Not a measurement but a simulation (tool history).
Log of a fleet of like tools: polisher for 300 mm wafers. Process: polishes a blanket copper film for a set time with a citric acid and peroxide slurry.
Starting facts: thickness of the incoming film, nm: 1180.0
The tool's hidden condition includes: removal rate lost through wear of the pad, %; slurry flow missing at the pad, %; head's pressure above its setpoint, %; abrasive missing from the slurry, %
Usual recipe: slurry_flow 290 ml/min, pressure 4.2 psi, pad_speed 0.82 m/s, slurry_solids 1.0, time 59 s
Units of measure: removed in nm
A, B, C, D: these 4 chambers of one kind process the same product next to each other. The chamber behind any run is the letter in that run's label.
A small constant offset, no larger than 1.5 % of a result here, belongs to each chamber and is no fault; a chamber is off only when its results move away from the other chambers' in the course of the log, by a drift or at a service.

run	hour	slurry_flow	pressure	pad_speed	slurry_solids	time	wafers polished on this pad	hours since the slurry nozzle was cleaned	hours since the head pressure was calibrated	hours since the slurry blender was calibrated	removed
# hour 0.7: chamber D: slurry nozzle cleaned
# hour 4.0: chamber B: worn pad replaced by a new one
1C	6.3	290	4.2	0.82	1.0	59	494	512.0	982.5	70.4	130.620
# hour 8.8: chamber D: worn pad replaced by a new one
2B	12.3	290	4.2	0.82	1.0	59	59	244.5	18.3	118.4	132.880
# hour 15.9: chamber A: worn pad replaced by a new one
3A	16.0	290	4.2	0.82	1.0	59	1	944.4	90.4	30.7	130.480
4D	21.2	290	4.2	0.82	1.0	59	88	20.6	110.2	64.3	131.420
# hour 24.2: chamber A: slurry nozzle cleaned
5A	27.4	290	4.2	0.82	1.0	59	82	3.3	101.8	42.1	130.000
# hour 32.8: chamber B: slurry nozzle cleaned
6D	33.3	290	4.2	0.82	1.0	59	175	32.7	122.3	76.4	131.800
7B	40.9	290	4.2	0.82	1.0	59	264	8.1	46.9	147.0	131.260
8C	45.0	290	4.2	0.82	1.0	59	771	550.7	1021.2	109.1	130.830
9B	52.0	290	4.2	0.82	1.0	59	343	19.2	58.0	158.1	132.530
# hour 52.9: chamber C: slurry nozzle cleaned
10C	59.3	290	4.2	0.82	1.0	59	873	6.4	1035.5	123.4	134.350
# hour 62.5: chamber C: worn pad replaced by a new one
11A	63.1	290	4.2	0.82	1.0	59	338	39.0	137.5	77.8	132.520
12D	71.3	290	4.2	0.82	1.0	59	447	70.7	160.3	114.4	131.800
13A	79.4	290	4.2	0.82	1.0	59	454	55.3	153.8	94.1	132.140
# hour 79.7: chamber D: worn pad replaced by a new one
14D	87.3	380	4.2	0.82	0.7	59	54	86.7	176.3	130.4	125.670
15B	94.9	380	4.2	0.82	0.7	59	650	62.1	100.9	201.0	124.200
16C	103.1	380	4.2	0.82	0.7	59	291	50.2	1079.3	167.2	127.190
# hour 103.9: chamber A: worn pad replaced by a new one
17C	111.5	380	4.2	0.82	0.7	59	351	58.6	1087.7	175.6	125.880
18D	116.4	290	4.2	0.82	1.0	59	262	115.8	205.4	159.5	132.430
# hour 119.7: chamber B: worn pad replaced by a new one
19A	124.5	290	4.2	0.82	1.0	59	147	100.4	198.9	139.2	130.240
20B	131.5	290	4.2	0.82	1.0	59	84	98.7	137.5	237.6	131.830
21A	140.0	290	4.2	0.82	1.0	59	258	115.9	214.4	154.7	132.250
22D	148.5	290	4.2	0.82	1.0	59	492	147.9	237.5	191.6	130.570
# hour 152.6: chamber D: worn pad replaced by a new one
23B	153.7	290	4.2	0.82	1.0	59	243	120.9	159.7	259.8	132.950
24C	158.0	290	4.2	0.82	1.0	59	683	105.1	1134.2	222.1	133.940
# hour 160.1: chamber A: slurry blender recalibrated
25B	164.0	290	4.2	0.82	1.0	59	317	131.2	170.0	270.1	131.840
26C	170.5	290	4.2	0.82	1.0	59	773	117.6	1146.7	234.6	133.680
27D	178.0	290	4.2	0.82	1.0	59	181	177.4	267.0	221.1	131.540
28A	182.5	290	4.2	0.82	1.0	59	562	158.4	256.9	22.5	131.130
29A	190.7	240	4.2	0.82	1.0	59	621	166.6	265.1	30.7	129.780

Read the log: is a single chamber off, either drifting away or since a service, is the gauge that measures every chamber drifting, or is nothing wrong beyond small per-chamber offsets? Name any odd chamber and what most likely caused it.

Beyond each chamber's small constant offset nothing stands out, and the gauge stays steady.
